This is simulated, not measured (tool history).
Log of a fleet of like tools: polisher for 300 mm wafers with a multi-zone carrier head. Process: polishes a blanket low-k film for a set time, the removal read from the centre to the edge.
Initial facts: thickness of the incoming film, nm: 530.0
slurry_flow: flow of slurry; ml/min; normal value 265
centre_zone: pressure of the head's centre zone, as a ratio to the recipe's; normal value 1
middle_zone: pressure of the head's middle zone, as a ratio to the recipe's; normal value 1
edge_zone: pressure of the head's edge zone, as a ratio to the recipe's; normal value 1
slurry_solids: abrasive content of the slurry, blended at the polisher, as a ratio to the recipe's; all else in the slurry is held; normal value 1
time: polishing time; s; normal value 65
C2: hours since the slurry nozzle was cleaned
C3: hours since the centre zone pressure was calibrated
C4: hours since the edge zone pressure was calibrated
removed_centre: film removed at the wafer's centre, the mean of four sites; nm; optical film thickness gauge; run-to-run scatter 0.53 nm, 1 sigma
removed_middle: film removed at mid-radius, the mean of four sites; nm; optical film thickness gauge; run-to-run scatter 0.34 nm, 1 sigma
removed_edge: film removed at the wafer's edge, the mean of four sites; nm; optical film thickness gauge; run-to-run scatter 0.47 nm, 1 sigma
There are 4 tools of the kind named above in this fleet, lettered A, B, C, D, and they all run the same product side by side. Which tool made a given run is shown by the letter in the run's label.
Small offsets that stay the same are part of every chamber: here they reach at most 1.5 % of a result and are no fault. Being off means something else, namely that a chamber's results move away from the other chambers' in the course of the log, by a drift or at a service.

{"hour": 1.9, "done": "chamber B: worn pad replaced by a new one"}
{"run": "1C", "hour": 8.8, "slurry_flow": 265, "centre_zone": 1, "middle_zone": 1, "edge_zone": 1, "slurry_solids": 1, "time": 65, "wafers polished on this pad": 268, "C2": 130.9, "C3": 595.9, "C4": 546.3, "removed_centre": 37.395, "removed_middle": 37.508, "removed_edge": 37.397}
{"run": "2A", "hour": 20.5, "slurry_flow": 265, "centre_zone": 1, "middle_zone": 1, "edge_zone": 1, "slurry_solids": 1, "time": 65, "wafers polished on this pad": 371, "C2": 463.4, "C3": 603.1, "C4": 141.0, "removed_centre": 38.881, "removed_middle": 38.187, "removed_edge": 37.252}
{"run": "3D", "hour": 26.2, "slurry_flow": 265, "centre_zone": 1, "middle_zone": 1, "edge_zone": 1, "slurry_solids": 1, "time": 65, "wafers polished on this pad": 599, "C2": 80.2, "C3": 888.5, "C4": 570.4, "removed_centre": 36.754, "removed_middle": 37.887, "removed_edge": 37.515}
{"run": "4B", "hour": 37.5, "slurry_flow": 265, "centre_zone": 1, "middle_zone": 1, "edge_zone": 1, "slurry_solids": 1, "time": 65, "wafers polished on this pad": 382, "C2": 484.3, "C3": 1224.9, "C4": 103.7, "removed_centre": 37.287, "removed_middle": 37.261, "removed_edge": 37.544}
{"run": "5D", "hour": 43.4, "slurry_flow": 265, "centre_zone": 1, "middle_zone": 1, "edge_zone": 1, "slurry_solids": 1, "time": 65, "wafers polished on this pad": 784, "C2": 97.4, "C3": 905.7, "C4": 587.6, "removed_centre": 36.501, "removed_middle": 37.892, "removed_edge": 37.02}
{"hour": 44.8, "done": "chamber A: worn pad replaced by a new one"}
{"run": "6C", "hour": 49.0, "slurry_flow": 265, "centre_zone": 1, "middle_zone": 1, "edge_zone": 1, "slurry_solids": 1, "time": 65, "wafers polished on this pad": 699, "C2": 171.1, "C3": 636.1, "C4": 586.5, "removed_centre": 37.633, "removed_middle": 37.382, "removed_edge": 36.974}
{"run": "7A", "hour": 59.3, "slurry_flow": 265, "centre_zone": 1, "middle_zone": 1, "edge_zone": 1, "slurry_solids": 1, "time": 65, "wafers polished on this pad": 156, "C2": 502.2, "C3": 641.9, "C4": 179.8, "removed_centre": 38.651, "removed_middle": 37.746, "removed_edge": 36.776}
{"hour": 59.5, "done": "chamber B: worn pad replaced by a new one"}
{"run": "8B", "hour": 67.5, "slurry_flow": 265, "centre_zone": 1, "middle_zone": 1, "edge_zone": 1, "slurry_solids": 1, "time": 65, "wafers polished on this pad": 86, "C2": 514.3, "C3": 1254.9, "C4": 133.7, "removed_centre": 37.075, "removed_middle": 37.462, "removed_edge": 38.611}
{"hour": 68.7, "done": "chamber B: centre zone pressure recalibrated"}
{"run": "9D", "hour": 73.1, "slurry_flow": 265, "centre_zone": 1, "middle_zone": 1, "edge_zone": 1, "slurry_solids": 1, "time": 65, "wafers polished on this pad": 1103, "C2": 127.1, "C3": 935.4, "C4": 617.3, "removed_centre": 37.52, "removed_middle": 37.256, "removed_edge": 37.814}
{"run": "10C", "hour": 79.0, "slurry_flow": 265, "centre_zone": 1, "middle_zone": 1, "edge_zone": 1, "slurry_solids": 1, "time": 65, "wafers polished on this pad": 1022, "C2": 201.1, "C3": 666.1, "C4": 616.5, "removed_centre": 38.751, "removed_middle": 37.189, "removed_edge": 37.156}
{"hour": 83.7, "done": "chamber D: worn pad replaced by a new one"}
{"run": "11A", "hour": 88.2, "slurry_flow": 265, "centre_zone": 1, "middle_zone": 1, "edge_zone": 1, "slurry_solids": 1, "time": 65, "wafers polished on this pad": 467, "C2": 531.1, "C3": 670.8, "C4": 208.7, "removed_centre": 38.965, "removed_middle": 37.525, "removed_edge": 37.504}
{"run": "12B", "hour": 100.1, "slurry_flow": 265, "centre_zone": 1, "middle_zone": 1, "edge_zone": 1, "slurry_solids": 1, "time": 65, "wafers polished on this pad": 436, "C2": 546.9, "C3": 31.4, "C4": 166.3, "removed_centre": 38.205, "removed_middle": 37.279, "removed_edge": 38.363}
{"hour": 107.0, "done": "chamber A: worn pad replaced by a new one"}
{"run": "13A", "hour": 110.1, "slurry_flow": 265, "centre_zone": 1, "middle_zone": 1, "edge_zone": 1, "slurry_solids": 1, "time": 65, "wafers polished on this pad": 33, "C2": 553.0, "C3": 692.7, "C4": 230.6, "removed_centre": 38.238, "removed_middle": 37.836, "removed_edge": 37.867}
{"hour": 114.9, "done": "chamber B: worn pad replaced by a new one"}
{"run": "14B", "hour": 115.3, "slurry_flow": 265, "centre_zone": 1, "middle_zone": 1, "edge_zone": 1, "slurry_solids": 1, "time": 65, "wafers polished on this pad": 4, "C2": 562.1, "C3": 46.6, "C4": 181.5, "removed_centre": 37.85, "removed_middle": 37.309, "removed_edge": 37.993}
{"run": "15D", "hour": 122.6, "slurry_flow": 265, "centre_zone": 1, "middle_zone": 1, "edge_zone": 1, "slurry_solids": 1, "time": 65, "wafers polished on this pad": 418, "C2": 176.6, "C3": 984.9, "C4": 666.8, "removed_centre": 36.471, "removed_middle": 38.358, "removed_edge": 37.461}
{"run": "16C", "hour": 129.6, "slurry_flow": 265, "centre_zone": 1, "middle_zone": 1, "edge_zone": 1, "slurry_solids": 1, "time": 65, "wafers polished on this pad": 1565, "C2": 251.7, "C3": 716.7, "C4": 667.1, "removed_centre": 36.787, "removed_middle": 37.044, "removed_edge": 37.576}
{"hour": 135.0, "done": "chamber C: worn pad replaced by a new one"}
{"run": "17C", "hour": 135.5, "slurry_flow": 265, "centre_zone": 1, "middle_zone": 1, "edge_zone": 1, "slurry_solids": 1, "time": 65, "wafers polished on this pad": 5, "C2": 257.6, "C3": 722.6, "C4": 673.0, "removed_centre": 38.188, "removed_middle": 37.614, "removed_edge": 37.551}
{"run": "18A", "hour": 141.3, "slurry_flow": 265, "centre_zone": 1, "middle_zone": 1, "edge_zone": 1, "slurry_solids": 1, "time": 65, "wafers polished on this pad": 368, "C2": 584.2, "C3": 723.9, "C4": 261.8, "removed_centre": 38.121, "removed_middle": 37.249, "removed_edge": 37.859}
{"hour": 146.8, "done": "chamber D: centre zone pressure recalibrated"}
{"run": "19B", "hour": 150.0, "slurry_flow": 265, "centre_zone": 1, "middle_zone": 1, "edge_zone": 1, "slurry_solids": 1, "time": 65, "wafers polished on this pad": 377, "C2": 596.8, "C3": 81.3, "C4": 216.2, "removed_centre": 37.165, "removed_middle": 36.795, "removed_edge": 36.954}
{"hour": 161.0, "done": "chamber B: slurry nozzle cleaned"}
{"run": "20D", "hour": 161.6, "slurry_flow": 265, "centre_zone": 1, "middle_zone": 1, "edge_zone": 1, "slurry_solids": 1, "time": 65, "wafers polished on this pad": 837, "C2": 215.6, "C3": 14.9, "C4": 705.8, "removed_centre": 32.212, "removed_middle": 37.213, "removed_edge": 38.535}
{"hour": 165.6, "done": "chamber B: worn pad replaced by a new one"}
{"hour": 166.0, "done": "chamber A: worn pad replaced by a new one"}
{"hour": 167.2, "done": "chamber A: slurry nozzle cleaned"}
{"run": "21C", "hour": 170.8, "slurry_flow": 350, "centre_zone": 1, "middle_zone": 1, "edge_zone": 1, "slurry_solids": 1, "time": 65, "wafers polished on this pad": 385, "C2": 292.9, "C3": 757.9, "C4": 708.3, "removed_centre": 38.913, "removed_middle": 38.4, "removed_edge": 38.816}
{"hour": 178.4, "done": "chamber D: worn pad replaced by a new one"}
{"run": "22A", "hour": 180.3, "slurry_flow": 350, "centre_zone": 1, "middle_zone": 1, "edge_zone": 1, "slurry_solids": 1, "time": 65, "wafers polished on this pad": 153, "C2": 13.1, "C3": 762.9, "C4": 300.8, "removed_centre": 39.431, "removed_middle": 38.715, "removed_edge": 38.008}
{"run": "23D", "hour": 187.5, "slurry_flow": 350, "centre_zone": 1, "middle_zone": 1, "edge_zone": 1, "slurry_solids": 1, "time": 65, "wafers polished on this pad": 97, "C2": 241.5, "C3": 40.8, "C4": 731.7, "removed_centre": 34.108, "removed_middle": 39.211, "removed_edge": 38.683}
{"run": "24B", "hour": 199.0, "slurry_flow": 350, "centre_zone": 1, "middle_zone": 1, "edge_zone": 1, "slurry_solids": 1, "time": 65, "wafers polished on this pad": 359, "C2": 38.1, "C3": 130.3, "C4": 265.2, "removed_centre": 38.764, "removed_middle": 37.872, "removed_edge": 38.315}
{"run": "25C", "hour": 210.7, "slurry_flow": 265, "centre_zone": 1, "middle_zone": 1, "edge_zone": 1, "slurry_solids": 1, "time": 65, "wafers polished on this pad": 813, "C2": 332.8, "C3": 797.8, "C4": 748.2, "removed_centre": 37.562, "removed_middle": 37.409, "removed_edge": 37.765}
{"run": "26B", "hour": 220.4, "slurry_flow": 265, "centre_zone": 1, "middle_zone": 1, "edge_zone": 1, "slurry_solids": 1, "time": 65, "wafers polished on this pad": 589, "C2": 59.5, "C3": 151.7, "C4": 286.6, "removed_centre": 37.509, "removed_middle": 36.972, "removed_edge": 36.524}
{"hour": 221.9, "done": "chamber C: slurry nozzle cleaned"}
{"run": "27A", "hour": 228.7, "slurry_flow": 265, "centre_zone": 1, "middle_zone": 1, "edge_zone": 1, "slurry_solids": 1, "time": 65, "wafers polished on this pad": 673, "C2": 61.5, "C3": 811.3, "C4": 349.2, "removed_centre": 37.134, "removed_middle": 37.621, "removed_edge": 37.856}
{"hour": 233.2, "done": "chamber A: worn pad replaced by a new one"}
{"run": "28D", "hour": 236.2, "slurry_flow": 265, "centre_zone": 1, "middle_zone": 1, "edge_zone": 1, "slurry_solids": 1, "time": 65, "wafers polished on this pad": 620, "C2": 290.2, "C3": 89.5, "C4": 780.4, "removed_centre": 32.617, "removed_middle": 38.402, "removed_edge": 36.797}
{"run": "29A", "hour": 247.1, "slurry_flow": 265, "centre_zone": 1, "middle_zone": 1, "edge_zone": 1, "slurry_solids": 1, "time": 65, "wafers polished on this pad": 150, "C2": 79.9, "C3": 829.7, "C4": 367.6, "removed_centre": 38.911, "removed_middle": 37.455, "removed_edge": 37.3}
{"run": "30C", "hour": 256.6, "slurry_flow": 265, "centre_zone": 1, "middle_zone": 1, "edge_zone": 1, "slurry_solids": 1, "time": 65, "wafers polished on this pad": 1306, "C2": 34.7, "C3": 843.7, "C4": 794.1, "removed_centre": 38.029, "removed_middle": 37.045, "removed_edge": 38.043}
{"run": "31D", "hour": 264.3, "slurry_flow": 195, "centre_zone": 1, "middle_zone": 1, "edge_zone": 1, "slurry_solids": 1, "time": 65, "wafers polished on this pad": 922, "C2": 318.3, "C3": 117.6, "C4": 808.5, "removed_centre": 30.814, "removed_middle": 36.981, "removed_edge": 35.569}

Read the log: is a single chamber off, either drifting away or since a service, is the gauge that measures every chamber drifting, or is nothing wrong beyond small per-chamber offsets? Name any odd chamber and what most likely caused it.

Chamber D came out of a service off from its peers and stayed that way.
What lies behind it: centre zone's pressure below its setpoint, % = 9.94.

Chamber D could run next with any of the 4 candidate recipes listed below; each alters the usual settings, and their results appear as question marks. Which one brings its results back in line with what the other chambers deliver on the usual settings?
Counts as in line when no further than this from what the other chambers average on the usual settings: removed_centre 1.900 nm; removed_middle 1.200 nm; removed_edge 1.600 nm
{"run": "32D-1", "hour": 272.8, "slurry_flow": 265, "centre_zone": 0.96, "middle_zone": 1.01, "edge_zone": 1.01, "slurry_solids": 1, "time": 65, "removed_centre": "?", "removed_middle": "?", "removed_edge": "?"}
{"run": "32D-2", "hour": 272.8, "slurry_flow": 260, "centre_zone": 0.89, "middle_zone": 1.03, "edge_zone": 1.03, "slurry_solids": 1, "time": 64, "removed_centre": "?", "removed_middle": "?", "removed_edge": "?"}
{"run": "32D-3", "hour": 272.8, "slurry_flow": 265, "centre_zone": 1.04, "middle_zone": 0.99, "edge_zone": 0.99, "slurry_solids": 1, "time": 65, "removed_centre": "?", "removed_middle": "?", "removed_edge": "?"}
{"run": "32D-4", "hour": 272.8, "slurry_flow": 270, "centre_zone": 1.11, "middle_zone": 0.97, "edge_zone": 0.97, "slurry_solids": 1, "time": 66, "removed_centre": "?", "removed_middle": "?", "removed_edge": "?"}

Average result of the remaining chambers running the usual settings: removed_centre 37.756 nm; removed_middle 37.361 nm; removed_edge 37.437 nm
run=32D-1 removed_centre=31.350 removed_middle=37.970 removed_edge=37.607
run=32D-2 removed_centre=28.263 removed_middle=37.988 removed_edge=37.338
run=32D-3 removed_centre=34.296 removed_middle=37.274 removed_edge=37.230
run=32D-4 removed_centre=37.524 removed_middle=37.220 removed_edge=37.478
The right change is 32D-4: it brings the chamber back within the allowed miss of the others.

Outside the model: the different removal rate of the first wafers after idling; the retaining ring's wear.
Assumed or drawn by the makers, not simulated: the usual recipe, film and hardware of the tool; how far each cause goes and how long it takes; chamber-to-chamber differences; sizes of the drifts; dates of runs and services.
